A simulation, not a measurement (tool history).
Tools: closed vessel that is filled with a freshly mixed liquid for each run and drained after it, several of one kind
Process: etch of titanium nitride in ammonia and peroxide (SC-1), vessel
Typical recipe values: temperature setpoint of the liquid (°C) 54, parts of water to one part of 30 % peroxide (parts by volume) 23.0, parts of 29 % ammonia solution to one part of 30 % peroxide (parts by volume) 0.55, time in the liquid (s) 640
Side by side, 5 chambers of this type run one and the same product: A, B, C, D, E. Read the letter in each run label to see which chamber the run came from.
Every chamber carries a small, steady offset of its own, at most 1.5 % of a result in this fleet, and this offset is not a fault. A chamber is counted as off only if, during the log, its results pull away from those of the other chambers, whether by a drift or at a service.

| run | day | temperature setpoint of the liquid (°C) | parts of water to one part of 30 % peroxide (parts by volume) | parts of 29 % ammonia solution to one part of 30 % peroxide (parts by volume) | time in the liquid (s) | hours since the thermometer was replaced | hours since the ammonia flow meter was replaced | hours since the drum of ammonia solution was connected | read-back film thickness of the titanium nitride reference wafer, read on the same gauge (nm) | thickness taken off the titanium nitride on a monitor wafer (nm) |
|---|---|---|---|---|---|---|---|---|---|---|
| 1D | 0.333 | 54 | 23.0 | 0.55 | 640 | 1228.3 | 2265.0 | 148.6 | 110.01 | 18.165 |
| 2E | 0.642 | 54 | 23.0 | 0.55 | 640 | 2565.9 | 667.5 | 1011.8 | 110.01 | 18.815 |
| 3C | 1.138 | 54 | 23.0 | 0.55 | 640 | 1846.3 | 387.5 | 952.4 | 110.02 | 18.360 |
|  | 1.500 | chamber E: new drum of ammonia solution connected |
| 4A | 1.529 | 54 | 23.0 | 0.55 | 640 | 628.6 | 98.6 | 765.5 | 109.97 | 18.594 |
| 5B | 1.888 | 54 | 23.0 | 0.55 | 640 | 127.4 | 368.3 | 76.0 | 110.01 | 18.501 |
| 6B | 2.375 | 54 | 15.0 | 0.55 | 640 | 139.1 | 380.0 | 87.7 | 110.01 | 23.547 |
|  | 2.788 | chamber D: new drum of ammonia solution connected |
| 7A | 2.842 | 54 | 15.0 | 0.55 | 640 | 660.1 | 130.1 | 797.0 | 110.00 | 23.515 |
| 8C | 3.200 | 54 | 15.0 | 0.55 | 640 | 1895.8 | 437.0 | 1001.9 | 109.98 | 22.896 |
| 9E | 3.492 | 54 | 15.0 | 0.55 | 640 | 2634.3 | 735.9 | 47.9 | 109.98 | 23.899 |
| 10D | 3.896 | 54 | 15.0 | 0.55 | 640 | 1313.8 | 2350.5 | 26.6 | 109.98 | 22.929 |
| 11C | 4.375 | 54 | 23.0 | 0.55 | 640 | 1924.0 | 465.2 | 1030.1 | 110.06 | 18.173 |
| 12D | 4.617 | 54 | 23.0 | 0.55 | 640 | 1331.1 | 2367.8 | 43.9 | 110.03 | 18.497 |
| 13A | 4.946 | 54 | 23.0 | 0.55 | 640 | 710.6 | 180.6 | 847.5 | 110.00 | 18.532 |
|  | 5.258 | chamber C: new drum of ammonia solution connected |
| 14B | 5.446 | 54 | 23.0 | 0.55 | 640 | 212.8 | 453.7 | 161.4 | 110.00 | 18.550 |
| 15E | 5.700 | 54 | 23.0 | 0.55 | 640 | 2687.3 | 788.9 | 100.9 | 109.97 | 19.053 |
| 16D | 6.196 | 54 | 23.0 | 0.55 | 640 | 1369.0 | 2405.7 | 81.8 | 110.00 | 18.087 |
| 17A | 6.496 | 54 | 23.0 | 0.55 | 640 | 747.8 | 217.8 | 884.7 | 110.05 | 18.578 |
| 18C | 6.888 | 54 | 23.0 | 0.55 | 640 | 1984.3 | 525.5 | 39.1 | 110.00 | 18.866 |
| 19B | 7.288 | 54 | 23.0 | 0.55 | 640 | 257.0 | 497.9 | 205.6 | 109.98 | 18.289 |
| 20E | 7.604 | 54 | 23.0 | 0.55 | 640 | 2733.0 | 834.6 | 146.6 | 110.04 | 18.650 |
| 21D | 8.071 | 54 | 23.0 | 0.55 | 640 | 1414.0 | 2450.7 | 126.8 | 109.99 | 18.625 |
|  | 8.217 | chamber D: ammonia flow meter replaced |
| 22C | 8.404 | 54 | 23.0 | 0.55 | 640 | 2020.7 | 561.9 | 75.5 | 110.00 | 19.123 |
| 23E | 8.942 | 54 | 23.0 | 0.55 | 640 | 2765.1 | 866.7 | 178.7 | 109.98 | 18.713 |
| 24B | 9.458 | 54 | 23.0 | 0.55 | 640 | 309.1 | 550.0 | 257.7 | 110.02 | 18.518 |
| 25A | 9.900 | 49 | 23.0 | 0.55 | 640 | 829.5 | 299.5 | 966.4 | 110.01 | 13.153 |
| 26B | 10.312 | 49 | 23.0 | 0.55 | 640 | 329.6 | 570.5 | 278.2 | 109.97 | 12.937 |
| 27E | 10.600 | 49 | 23.0 | 0.55 | 640 | 2804.9 | 906.5 | 218.5 | 109.95 | 13.180 |
| 28C | 11.079 | 49 | 23.0 | 0.55 | 640 | 2084.9 | 626.1 | 139.7 | 110.01 | 14.251 |
| 29A | 11.588 | 49 | 23.0 | 0.55 | 640 | 870.0 | 340.0 | 1006.9 | 109.99 | 12.976 |
| 30D | 11.879 | 54 | 19.5 | 0.25 | 640 | 1505.4 | 88.0 | 218.2 | 109.97 | 17.667 |
|  | 12.104 | chamber D: new drum of ammonia solution connected |
| 31D | 12.321 | 54 | 19.5 | 0.25 | 640 | 1516.0 | 98.6 | 5.2 | 109.97 | 17.581 |
| 32C | 12.738 | 54 | 19.5 | 0.25 | 640 | 2124.7 | 665.9 | 179.5 | 110.02 | 18.819 |
| 33A | 13.233 | 54 | 19.5 | 0.25 | 640 | 909.5 | 379.5 | 1046.4 | 109.98 | 17.489 |
| 34B | 13.512 | 54 | 19.5 | 0.25 | 640 | 406.4 | 647.3 | 355.0 | 109.98 | 17.429 |
| 35E | 13.825 | 54 | 23.0 | 0.55 | 640 | 2882.3 | 983.9 | 295.9 | 110.01 | 18.649 |
|  | 14.071 | chamber E: thermometer replaced |
| 36E | 14.271 | 54 | 23.0 | 0.55 | 640 | 4.9 | 994.6 | 306.6 | 109.99 | 18.445 |
|  | 14.642 | chamber B: new drum of ammonia solution connected |
| 37B | 14.762 | 54 | 23.0 | 0.55 | 640 | 436.4 | 677.3 | 3.0 | 110.01 | 18.432 |

Does one chamber stand apart from the rest, does the shared gauge drift, or is all well apart from small per-chamber offsets? Give the chamber and the most likely cause, where there is one.

Chamber C drifts away from the others.
What lies behind it: liquid hotter than its thermometer reads (K) = 1.67.

Here are 4 candidates for chamber C's next run, each the usual settings with a change, their results left as question marks. Which one brings its results back in line with what the others give on the usual settings?
A result is in line if it is within this distance of the other chambers' mean on the usual settings: thickness taken off the titanium nitride on a monitor wafer (nm) 0.550
| 38C-1 | 15.150 | 55.0 | 22.5 | 0.55 | 665 |  |  |  |  | ? |
| 38C-2 | 15.150 | 54.5 | 23.0 | 0.55 | 650 |  |  |  |  | ? |
| 38C-3 | 15.150 | 53.5 | 23.5 | 0.55 | 640 |  |  |  |  | ? |
| 38C-4 | 15.150 | 54.0 | 23.0 | 0.55 | 570 |  |  |  |  | ? |

Other chambers, usual settings, mean: thickness taken off the titanium nitride on a monitor wafer (nm) 18.468
| run | thickness taken off the titanium nitride on a monitor wafer (nm) |
|---|---|
| 38C-1 | 23.229 |
| 38C-2 | 21.707 |
| 38C-3 | 19.772 |
| 38C-4 | 18.418 |
38C-4 is the one that brings the chamber's results back in line with the other chambers.
